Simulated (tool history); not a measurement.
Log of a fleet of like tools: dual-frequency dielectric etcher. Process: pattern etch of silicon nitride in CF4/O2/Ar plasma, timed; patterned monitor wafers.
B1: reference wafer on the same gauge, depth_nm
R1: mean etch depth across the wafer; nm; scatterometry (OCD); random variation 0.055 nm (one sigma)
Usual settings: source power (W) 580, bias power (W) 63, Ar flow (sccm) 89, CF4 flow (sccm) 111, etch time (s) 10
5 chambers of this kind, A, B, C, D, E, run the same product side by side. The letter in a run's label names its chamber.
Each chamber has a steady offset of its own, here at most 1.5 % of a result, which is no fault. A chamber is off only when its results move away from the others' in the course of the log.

{"run": "1E", "day": 0.375, "source power (W)": 580, "bias power (W)": 63, "Ar flow (sccm)": 89, "CF4 flow (sccm)": 111, "etch time (s)": 10, "B1": 19.41, "R1": 23.981}
{"run": "2B", "day": 0.742, "source power (W)": 580, "bias power (W)": 63, "Ar flow (sccm)": 89, "CF4 flow (sccm)": 111, "etch time (s)": 10, "B1": 19.404, "R1": 24.27}
{"run": "3D", "day": 0.954, "source power (W)": 580, "bias power (W)": 63, "Ar flow (sccm)": 89, "CF4 flow (sccm)": 111, "etch time (s)": 10, "B1": 19.398, "R1": 24.017}
{"run": "4C", "day": 1.258, "source power (W)": 580, "bias power (W)": 63, "Ar flow (sccm)": 89, "CF4 flow (sccm)": 111, "etch time (s)": 10, "B1": 19.402, "R1": 24.161}
{"run": "5A", "day": 1.712, "source power (W)": 580, "bias power (W)": 63, "Ar flow (sccm)": 89, "CF4 flow (sccm)": 111, "etch time (s)": 10, "B1": 19.395, "R1": 24.502}
{"run": "6C", "day": 2.071, "source power (W)": 580, "bias power (W)": 63, "Ar flow (sccm)": 89, "CF4 flow (sccm)": 111, "etch time (s)": 10, "B1": 19.406, "R1": 24.11}
{"run": "7E", "day": 2.45, "source power (W)": 580, "bias power (W)": 63, "Ar flow (sccm)": 89, "CF4 flow (sccm)": 111, "etch time (s)": 8.5, "B1": 19.402, "R1": 20.39}
{"run": "8B", "day": 2.667, "source power (W)": 580, "bias power (W)": 63, "Ar flow (sccm)": 89, "CF4 flow (sccm)": 111, "etch time (s)": 8.5, "B1": 19.402, "R1": 20.685}
{"run": "9A", "day": 2.996, "source power (W)": 580, "bias power (W)": 63, "Ar flow (sccm)": 89, "CF4 flow (sccm)": 111, "etch time (s)": 8.5, "B1": 19.403, "R1": 20.88}
{"run": "10D", "day": 3.462, "source power (W)": 580, "bias power (W)": 63, "Ar flow (sccm)": 89, "CF4 flow (sccm)": 111, "etch time (s)": 8.5, "B1": 19.404, "R1": 20.46}
{"run": "11C", "day": 3.925, "source power (W)": 580, "bias power (W)": 63, "Ar flow (sccm)": 89, "CF4 flow (sccm)": 111, "etch time (s)": 8.5, "B1": 19.4, "R1": 20.562}
{"run": "12D", "day": 4.242, "source power (W)": 580, "bias power (W)": 63, "Ar flow (sccm)": 89, "CF4 flow (sccm)": 111, "etch time (s)": 10, "B1": 19.395, "R1": 24.062}
{"run": "13A", "day": 4.65, "source power (W)": 580, "bias power (W)": 63, "Ar flow (sccm)": 89, "CF4 flow (sccm)": 111, "etch time (s)": 10, "B1": 19.386, "R1": 24.459}
{"run": "14B", "day": 4.875, "source power (W)": 580, "bias power (W)": 63, "Ar flow (sccm)": 89, "CF4 flow (sccm)": 111, "etch time (s)": 10, "B1": 19.414, "R1": 24.233}
{"day": 4.904, "done": "chamber C: wet clean of the chamber"}
{"run": "15E", "day": 5.104, "source power (W)": 580, "bias power (W)": 69, "Ar flow (sccm)": 89, "CF4 flow (sccm)": 123, "etch time (s)": 10, "B1": 19.399, "R1": 25.033}
{"day": 5.162, "done": "chamber D: source power generator calibrated"}
{"run": "16E", "day": 5.35, "source power (W)": 580, "bias power (W)": 69, "Ar flow (sccm)": 89, "CF4 flow (sccm)": 123, "etch time (s)": 10, "B1": 19.398, "R1": 24.969}
{"run": "17A", "day": 5.692, "source power (W)": 580, "bias power (W)": 69, "Ar flow (sccm)": 89, "CF4 flow (sccm)": 123, "etch time (s)": 10, "B1": 19.412, "R1": 25.586}
{"run": "18C", "day": 6.033, "source power (W)": 580, "bias power (W)": 69, "Ar flow (sccm)": 89, "CF4 flow (sccm)": 123, "etch time (s)": 10, "B1": 19.387, "R1": 25.274}
{"day": 6.229, "done": "chamber A: source power generator calibrated"}
{"run": "19D", "day": 6.479, "source power (W)": 580, "bias power (W)": 69, "Ar flow (sccm)": 89, "CF4 flow (sccm)": 123, "etch time (s)": 10, "B1": 19.415, "R1": 25.867}
{"run": "20B", "day": 6.829, "source power (W)": 580, "bias power (W)": 63, "Ar flow (sccm)": 89, "CF4 flow (sccm)": 111, "etch time (s)": 10, "B1": 19.405, "R1": 24.246}
{"run": "21C", "day": 7.146, "source power (W)": 580, "bias power (W)": 63, "Ar flow (sccm)": 89, "CF4 flow (sccm)": 111, "etch time (s)": 10, "B1": 19.395, "R1": 24.128}
{"run": "22D", "day": 7.521, "source power (W)": 580, "bias power (W)": 63, "Ar flow (sccm)": 89, "CF4 flow (sccm)": 111, "etch time (s)": 10, "B1": 19.397, "R1": 24.689}
{"run": "23B", "day": 7.896, "source power (W)": 580, "bias power (W)": 63, "Ar flow (sccm)": 89, "CF4 flow (sccm)": 111, "etch time (s)": 10, "B1": 19.386, "R1": 24.245}
{"run": "24A", "day": 8.362, "source power (W)": 580, "bias power (W)": 63, "Ar flow (sccm)": 89, "CF4 flow (sccm)": 111, "etch time (s)": 10, "B1": 19.412, "R1": 24.419}
{"day": 8.679, "done": "chamber D: wet clean of the chamber"}
{"run": "25E", "day": 8.704, "source power (W)": 580, "bias power (W)": 63, "Ar flow (sccm)": 89, "CF4 flow (sccm)": 111, "etch time (s)": 10, "B1": 19.404, "R1": 23.925}
{"run": "26B", "day": 9.042, "source power (W)": 720, "bias power (W)": 63, "Ar flow (sccm)": 89, "CF4 flow (sccm)": 111, "etch time (s)": 10, "B1": 19.407, "R1": 29.329}
{"day": 9.367, "done": "chamber E: wet clean of the chamber"}
{"run": "27D", "day": 9.488, "source power (W)": 720, "bias power (W)": 63, "Ar flow (sccm)": 89, "CF4 flow (sccm)": 111, "etch time (s)": 10, "B1": 19.406, "R1": 29.77}
{"run": "28C", "day": 9.788, "source power (W)": 720, "bias power (W)": 63, "Ar flow (sccm)": 89, "CF4 flow (sccm)": 111, "etch time (s)": 10, "B1": 19.406, "R1": 29.091}
{"run": "29E", "day": 10.254, "source power (W)": 720, "bias power (W)": 63, "Ar flow (sccm)": 89, "CF4 flow (sccm)": 111, "etch time (s)": 10, "B1": 19.401, "R1": 28.91}
{"run": "30A", "day": 10.504, "source power (W)": 720, "bias power (W)": 63, "Ar flow (sccm)": 89, "CF4 flow (sccm)": 111, "etch time (s)": 10, "B1": 19.411, "R1": 29.358}
{"day": 10.512, "done": "chamber A: Ar flow controller replaced"}
{"run": "31E", "day": 10.938, "source power (W)": 580, "bias power (W)": 63, "Ar flow (sccm)": 89, "CF4 flow (sccm)": 111, "etch time (s)": 10, "B1": 19.394, "R1": 23.906}
{"run": "32A", "day": 11.167, "source power (W)": 580, "bias power (W)": 63, "Ar flow (sccm)": 89, "CF4 flow (sccm)": 111, "etch time (s)": 10, "B1": 19.412, "R1": 24.445}
{"run": "33B", "day": 11.571, "source power (W)": 580, "bias power (W)": 63, "Ar flow (sccm)": 89, "CF4 flow (sccm)": 111, "etch time (s)": 10, "B1": 19.403, "R1": 24.327}
{"run": "34D", "day": 11.779, "source power (W)": 580, "bias power (W)": 63, "Ar flow (sccm)": 107, "CF4 flow (sccm)": 111, "etch time (s)": 10, "B1": 19.401, "R1": 24.125}
{"run": "35C", "day": 12.121, "source power (W)": 580, "bias power (W)": 63, "Ar flow (sccm)": 107, "CF4 flow (sccm)": 111, "etch time (s)": 10, "B1": 19.396, "R1": 23.682}
{"run": "36A", "day": 12.383, "source power (W)": 580, "bias power (W)": 63, "Ar flow (sccm)": 107, "CF4 flow (sccm)": 111, "etch time (s)": 10, "B1": 19.403, "R1": 24.021}
{"run": "37D", "day": 12.825, "source power (W)": 580, "bias power (W)": 63, "Ar flow (sccm)": 107, "CF4 flow (sccm)": 111, "etch time (s)": 10, "B1": 19.396, "R1": 24.184}
{"run": "38E", "day": 13.108, "source power (W)": 580, "bias power (W)": 63, "Ar flow (sccm)": 107, "CF4 flow (sccm)": 111, "etch time (s)": 10, "B1": 19.397, "R1": 23.391}
{"run": "39B", "day": 13.5, "source power (W)": 580, "bias power (W)": 63, "Ar flow (sccm)": 89, "CF4 flow (sccm)": 111, "etch time (s)": 10, "B1": 19.407, "R1": 24.233}

Next, every chamber runs the same settings. What will each give?
{"run": "40A", "day": 13.846, "source power (W)": 580, "bias power (W)": 63, "Ar flow (sccm)": 89, "CF4 flow (sccm)": 111, "etch time (s)": 10, "R1": "?"}
{"run": "40B", "day": 13.846, "source power (W)": 580, "bias power (W)": 63, "Ar flow (sccm)": 89, "CF4 flow (sccm)": 111, "etch time (s)": 10, "R1": "?"}
{"run": "40C", "day": 13.846, "source power (W)": 580, "bias power (W)": 63, "Ar flow (sccm)": 89, "CF4 flow (sccm)": 111, "etch time (s)": 10, "R1": "?"}
{"run": "40D", "day": 13.846, "source power (W)": 580, "bias power (W)": 63, "Ar flow (sccm)": 89, "CF4 flow (sccm)": 111, "etch time (s)": 10, "R1": "?"}
{"run": "40E", "day": 13.846, "source power (W)": 580, "bias power (W)": 63, "Ar flow (sccm)": 89, "CF4 flow (sccm)": 111, "etch time (s)": 10, "R1": "?"}

run=40A R1=24.335
run=40B R1=24.187
run=40C R1=24.144
run=40D R1=24.627
run=40E R1=23.964
